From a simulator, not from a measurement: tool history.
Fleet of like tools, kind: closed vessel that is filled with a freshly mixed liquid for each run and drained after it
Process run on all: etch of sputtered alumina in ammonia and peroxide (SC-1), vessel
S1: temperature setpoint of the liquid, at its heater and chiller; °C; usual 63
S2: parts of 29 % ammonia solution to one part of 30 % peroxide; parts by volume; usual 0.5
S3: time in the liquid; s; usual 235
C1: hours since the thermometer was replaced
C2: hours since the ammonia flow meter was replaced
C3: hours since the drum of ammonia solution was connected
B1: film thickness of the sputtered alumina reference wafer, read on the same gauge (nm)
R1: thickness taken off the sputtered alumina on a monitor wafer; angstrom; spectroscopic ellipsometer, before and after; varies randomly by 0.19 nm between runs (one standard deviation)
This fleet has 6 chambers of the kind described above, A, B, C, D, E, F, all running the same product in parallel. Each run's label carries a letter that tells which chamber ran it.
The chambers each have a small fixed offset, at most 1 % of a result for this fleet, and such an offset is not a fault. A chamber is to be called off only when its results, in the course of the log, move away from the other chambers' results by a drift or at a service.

run,hour,S1,S2,S3,C1,C2,C3,B1,R1
1D,7.1,63,0.5,235,682.6,24,629.8,29.995,190.69
# hour 7.5: chamber E: ammonia flow meter replaced
2B,12.2,63,0.5,235,2826.1,365.9,785.2,29.972,192.08
3A,18,63,0.5,235,1105.6,366.1,565.4,29.982,191.07
# hour 25.8: chamber A: new drum of ammonia solution connected
4E,26.6,63,0.5,235,644.6,19.2,176.3,30.02,194.81
5C,34,63,0.5,235,1356.7,925,605.6,30.011,192.62
6F,39.9,63,0.6,235,475.6,684.2,287.7,29.984,195.48
# hour 49.4: chamber B: ammonia flow meter replaced
7A,50.6,63,0.6,235,1138.2,398.7,24.8,30.019,195.3
8B,56.5,63,0.6,235,2870.4,7.1,829.5,29.991,194.65
9C,62.5,63,0.6,235,1385.2,953.5,634.1,29.997,194.67
10D,70.6,63,0.6,235,746.1,87.5,693.3,29.994,195.77
# hour 71.2: chamber E: thermometer replaced
11E,76.8,63,0.6,235,5.6,69.4,226.5,29.967,194.42
12F,85.6,63,0.5,235,521.3,729.9,333.4,29.976,190.58
13A,96.3,63,0.5,235,1183.9,444.4,70.5,30.009,192.95
14E,103.9,63,0.5,235,32.7,96.5,253.6,29.989,194.95
15D,112.5,63,0.5,235,788,129.4,735.2,30.017,191.42
16C,119.1,63,0.5,235,1441.8,1010.1,690.7,29.997,193.31
# hour 120.8: chamber D: new drum of ammonia solution connected
17B,127.1,59.5,0.5,150,2941,77.7,900.1,29.986,103.13
18F,133.6,59.5,0.5,150,569.3,777.9,381.4,29.994,102.81
19C,140.9,59.5,0.5,150,1463.6,1031.9,712.5,30.02,102.8
20E,151.1,59.5,0.5,150,79.9,143.7,300.8,29.99,102.03
# hour 156.2: chamber F: ammonia flow meter replaced
21B,158.6,59.5,0.5,150,2972.5,109.2,931.6,30,101.29
22D,168.9,59.5,0.5,150,844.4,185.8,48.1,29.986,102.48
23F,176.2,63,0.5,235,611.9,20.1,424,29.983,196.37
24A,185,63,0.5,235,1272.6,533.1,159.2,29.969,193.79
25B,194.8,54.5,0.65,235,3008.7,145.4,967.8,30.011,126.81
26F,203.2,54.5,0.65,235,638.9,47.1,451,29.997,126.76
# hour 209.7: chamber D: thermometer replaced
27E,213.6,54.5,0.65,235,142.4,206.2,363.3,29.963,128.03
# hour 215: chamber B: thermometer replaced
28A,223,54.5,0.65,235,1310.6,571.1,197.2,30.008,126.84
29D,233.2,54.5,0.65,235,23.6,250.1,112.4,29.99,128.52
30C,241.1,54.5,0.65,235,1563.8,1132.1,812.7,30.005,127.02
31F,246.4,63,0.5,235,682.1,90.3,494.2,29.982,193.56
32A,255.9,63,0.5,235,1343.5,604,230.1,29.976,191.04
33D,262.2,63,0.5,235,52.6,279.1,141.4,30.006,193.13
34C,271,63,0.5,235,1593.7,1162,842.6,30.001,190.8
35E,278.6,63,0.5,235,207.4,271.2,428.3,29.971,196.47
36B,283.8,63,0.5,235,68.9,234.4,1056.8,29.981,190.31
37C,293.5,63,0.5,235,1616.2,1184.5,865.1,29.987,196.21
38E,302.5,63,0.5,235,231.3,295.1,452.2,30.028,193.17
39F,308.3,63,0.5,235,744,152.2,556.1,30.008,195.94
40A,318,63,0.5,235,1405.6,666.1,292.2,29.992,194.51

Next, all 6 chambers run the settings below, one line each with question marks for the results. What does each chamber give?
41A,325.8,63,0.35,235,,,,,?
41B,325.8,63,0.35,235,,,,,?
41C,325.8,63,0.35,235,,,,,?
41D,325.8,63,0.35,235,,,,,?
41E,325.8,63,0.35,235,,,,,?
41F,325.8,63,0.35,235,,,,,?

run,R1
41A,185.01
41B,185.25
41C,183.91
41D,187.93
41E,187.76
41F,184.95
